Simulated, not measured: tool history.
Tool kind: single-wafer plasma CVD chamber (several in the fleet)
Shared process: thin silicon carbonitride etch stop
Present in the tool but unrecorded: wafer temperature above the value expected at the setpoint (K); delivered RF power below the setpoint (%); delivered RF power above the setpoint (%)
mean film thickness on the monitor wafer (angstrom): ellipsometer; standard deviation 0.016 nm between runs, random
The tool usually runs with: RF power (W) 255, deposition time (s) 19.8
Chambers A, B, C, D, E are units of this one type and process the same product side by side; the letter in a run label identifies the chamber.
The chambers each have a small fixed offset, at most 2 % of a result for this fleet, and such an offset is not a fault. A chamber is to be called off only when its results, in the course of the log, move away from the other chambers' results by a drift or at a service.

| run | hour | RF power (W) | deposition time (s) | hours since the last thermocouple change | hours since the last RF generator calibration | read-back reference wafer on the same gauge, thickness_nm | mean film thickness on the monitor wafer (angstrom) |
|---|---|---|---|---|---|---|---|
| 1E | 9.5 | 255 | 19.8 | 79.8 | 642.6 | 13.505 | 121.91 |
| 2D | 16.4 | 255 | 19.8 | 1628.6 | 221.3 | 13.508 | 120.54 |
| 3C | 21.4 | 255 | 19.8 | 1729.5 | 564.9 | 13.507 | 123.58 |
| 4B | 29.9 | 255 | 19.8 | 862.3 | 656 | 13.506 | 120.76 |
| 5A | 39.5 | 255 | 19.8 | 359.8 | 334 | 13.506 | 121.99 |
| 6D | 47.1 | 255 | 19.8 | 1659.3 | 252 | 13.509 | 120.43 |
| 7E | 56.4 | 255 | 19.8 | 126.7 | 689.5 | 13.514 | 121.82 |
| 8C | 61.1 | 255 | 19.8 | 1769.2 | 604.6 | 13.515 | 124.01 |
| 9A | 70.8 | 255 | 19.8 | 391.1 | 365.3 | 13.516 | 122.24 |
| 10B | 75.1 | 255 | 19.8 | 907.5 | 701.2 | 13.514 | 121.3 |
| 11A | 84.7 | 255 | 19.8 | 405 | 379.2 | 13.52 | 122.09 |
| 12C | 90.6 | 255 | 19.8 | 1798.7 | 634.1 | 13.516 | 123.71 |
| 13D | 99.2 | 255 | 19.8 | 1711.4 | 304.1 | 13.523 | 120.8 |
| 14E | 108 | 255 | 19.8 | 178.3 | 741.1 | 13.526 | 121.98 |
| 15B | 114.2 | 255 | 19.8 | 946.6 | 740.3 | 13.529 | 121.34 |
| 16B | 123 | 255 | 19.8 | 955.4 | 749.1 | 13.522 | 121.68 |
| 17D | 131.6 | 255 | 19.8 | 1743.8 | 336.5 | 13.529 | 120.66 |
| 18E | 137.3 | 255 | 19.8 | 207.6 | 770.4 | 13.534 | 122.01 |
| 19C | 144.4 | 235 | 19.8 | 1852.5 | 687.9 | 13.532 | 120.85 |
| 20A | 150.1 | 235 | 19.8 | 470.4 | 444.6 | 13.534 | 119.01 |
| 21D | 155.6 | 235 | 19.8 | 1767.8 | 360.5 | 13.537 | 117.97 |
| 22C | 164.5 | 235 | 19.8 | 1872.6 | 708 | 13.54 | 121.06 |
| 23E | 173.6 | 235 | 19.8 | 243.9 | 806.7 | 13.541 | 118.84 |
| 24A | 181.8 | 255 | 19.8 | 502.1 | 476.3 | 13.54 | 122.62 |
| 25B | 190.9 | 290 | 21.2 | 1023.3 | 817 | 13.54 | 135.08 |
| 26D | 199.2 | 290 | 21.2 | 1811.4 | 404.1 | 13.546 | 134.88 |
| 27E | 205 | 290 | 21.2 | 275.3 | 838.1 | 13.542 | 135.83 |
| 28B | 214.7 | 290 | 21.2 | 1047.1 | 840.8 | 13.548 | 135.22 |
| 29A | 219.2 | 290 | 21.2 | 539.5 | 513.7 | 13.549 | 135.9 |
| 30C | 223.9 | 255 | 19.8 | 1932 | 767.4 | 13.557 | 124.16 |
| 31E | 231.8 | 205 | 16.6 | 302.1 | 864.9 | 13.549 | 95.723 |
| 32C | 238.1 | 205 | 16.6 | 1946.2 | 781.6 | 13.555 | 97.48 |
| 33D | 242.6 | 205 | 16.6 | 1854.8 | 447.5 | 13.554 | 95.003 |
| 34B | 248.7 | 205 | 16.6 | 1081.1 | 874.8 | 13.561 | 95.289 |
| 35A | 254.1 | 205 | 16.6 | 574.4 | 548.6 | 13.558 | 96.014 |
| 36B | 263.9 | 230 | 19.8 | 1096.3 | 890 | 13.563 | 117.7 |
| 37D | 269.5 | 230 | 19.8 | 1881.7 | 474.4 | 13.559 | 117.5 |
| 38A | 276.9 | 230 | 19.8 | 597.2 | 571.4 | 13.563 | 118.59 |
| 39C | 281.9 | 230 | 19.8 | 1990 | 825.4 | 13.569 | 120.55 |
| 40E | 289.3 | 230 | 19.8 | 359.6 | 922.4 | 13.564 | 118.42 |
| 41D | 295 | 255 | 19.8 | 1907.2 | 499.9 | 13.568 | 120.89 |
| 42C | 304.8 | 255 | 19.8 | 2012.9 | 848.3 | 13.57 | 124.07 |

Decide between three cases: one chamber stands off from its peers, the gauge reading all wafers drifts, or nothing is wrong past each chamber's small offset. Where a chamber is off, say which and what most likely put it there.

No chamber is off; the gauge reading every chamber's wafers drifts, which makes the whole fleet appear to move together.
Cause: gauge reads high (%) = 0.525.
